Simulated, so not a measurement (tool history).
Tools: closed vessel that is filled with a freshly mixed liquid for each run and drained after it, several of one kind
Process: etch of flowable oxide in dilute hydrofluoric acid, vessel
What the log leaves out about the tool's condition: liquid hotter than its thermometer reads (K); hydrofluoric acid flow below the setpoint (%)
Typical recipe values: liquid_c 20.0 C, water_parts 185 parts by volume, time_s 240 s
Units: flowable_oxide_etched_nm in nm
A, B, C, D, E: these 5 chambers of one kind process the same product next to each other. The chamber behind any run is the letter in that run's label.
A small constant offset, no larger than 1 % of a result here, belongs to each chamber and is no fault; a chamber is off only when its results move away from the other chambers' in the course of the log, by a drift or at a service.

run	day	liquid_c	water_parts	time_s	hours since the thermometer was replaced	hours since the hydrofluoric acid flow meter was replaced	read-back film thickness of the flowable oxide reference wafer, read on the same gauge (nm)	flowable_oxide_etched_nm
1E	0.242	20.0	185	240	1055.5	516.4	80.018	39.730
2B	0.521	20.0	185	240	871.2	122.6	80.019	40.501
3C	0.708	20.0	185	240	94.0	40.8	79.995	40.220
4D	0.958	20.0	185	240	978.0	550.2	80.009	39.881
5A	1.167	20.0	185	240	142.9	641.9	80.011	40.167
6E	1.392	20.0	185	240	1083.1	544.0	80.002	39.856
7B	1.779	20.0	185	240	901.4	152.8	80.006	40.439
8C	2.150	20.0	185	240	128.6	75.4	79.996	40.349
9A	2.358	20.0	185	240	171.5	670.5	80.012	40.136
10D	2.671	20.0	185	240	1019.1	591.3	79.992	39.905
11E	2.888	20.0	155	240	1119.0	579.9	79.987	48.883
12C	3.179	20.0	155	240	153.3	100.1	80.016	50.029
13A	3.383	20.0	155	240	196.1	695.1	80.004	49.730
14D	3.633	20.0	155	240	1042.2	614.4	79.991	48.812
15B	3.821	20.0	155	240	950.4	201.8	79.994	49.644
16C	4.162	20.0	185	240	176.9	123.7	79.995	40.165
17E	4.350	24.5	185	115	1154.1	615.0	80.003	22.752
18B	4.721	24.5	185	115	972.0	223.4	80.023	22.962
19A	4.929	24.5	185	115	233.2	732.2	79.984	22.912
20D	5.346	24.5	185	115	1083.3	655.5	79.981	22.486
21A	5.538	24.5	185	115	247.8	746.8	80.016	22.945
22B	5.767	18.0	185	240	997.1	248.5	80.028	37.107
23E	6.079	18.0	185	240	1195.6	656.5	79.994	36.861
24D	6.500	18.0	185	240	1111.0	683.2	80.017	36.936
25C	6.683	18.0	185	240	237.4	184.2	80.013	37.317
26B	7.112	18.0	185	240	1029.4	280.8	79.979	37.229
27C	7.300	20.0	185	240	252.2	199.0	80.001	40.006
28E	7.592	20.0	225	170	1231.9	692.8	80.005	22.145
29A	7.996	20.0	225	170	306.8	805.8	79.999	22.632
30D	8.238	20.0	225	170	1152.7	724.9	79.999	22.601
31D	8.567	20.0	225	170	1160.6	732.8	79.995	22.635
32E	8.958	20.0	225	170	1264.7	725.6	80.002	22.224
33A	9.238	20.0	185	240	336.6	835.6	80.012	40.203
34B	9.608	20.0	185	240	1089.3	340.7	79.984	40.538
35C	10.029	20.0	185	240	317.7	264.5	79.997	40.256
36D	10.246	20.0	185	240	1200.9	773.1	79.992	41.318
37A	10.654	20.0	185	240	370.6	869.6	79.990	40.110
38E	11.062	20.0	185	240	1315.2	776.1	80.002	39.785
39B	11.367	20.0	185	240	1131.5	382.9	80.013	40.407
40C	11.617	20.0	185	240	355.8	302.6	79.999	40.574
41B	12.038	20.0	185	240	1147.6	399.0	79.998	40.261
42A	12.342	20.0	185	240	411.1	910.1	79.983	40.341
43C	12.629	20.0	185	240	380.1	326.9	80.001	40.481

Decide between three cases: one chamber stands off from its peers, the gauge reading all wafers drifts, or nothing is wrong past each chamber's small offset. Where a chamber is off, say which and what most likely put it there.

Little by little, chamber D moves away from the other chambers.
What lies behind it: liquid hotter than its thermometer reads (K) = 1.16.
The log might look much the same if the cause were instead: hydrofluoric acid flow above the setpoint (%).

Here are 4 candidates for chamber D's next run, each the usual settings with a change, their results left as question marks. Which one brings its results back in line with what the others give on the usual settings?
In-line tolerance around the mean of the other chambers on the usual settings: flowable_oxide_etched_nm 0.540 nm
44D-1	12.938	20.0	190	240				?
44D-2	12.938	20.0	185	225				?
44D-3	12.938	20.0	185	250				?
44D-4	12.938	21.5	185	240				?

On the usual settings, the other chambers give on average: flowable_oxide_etched_nm 40.213 nm
run	flowable_oxide_etched_nm
44D-1	40.385
44D-2	39.099
44D-3	43.444
44D-4	44.147
Change 44D-1 lands the chamber within the allowed miss of the other chambers.

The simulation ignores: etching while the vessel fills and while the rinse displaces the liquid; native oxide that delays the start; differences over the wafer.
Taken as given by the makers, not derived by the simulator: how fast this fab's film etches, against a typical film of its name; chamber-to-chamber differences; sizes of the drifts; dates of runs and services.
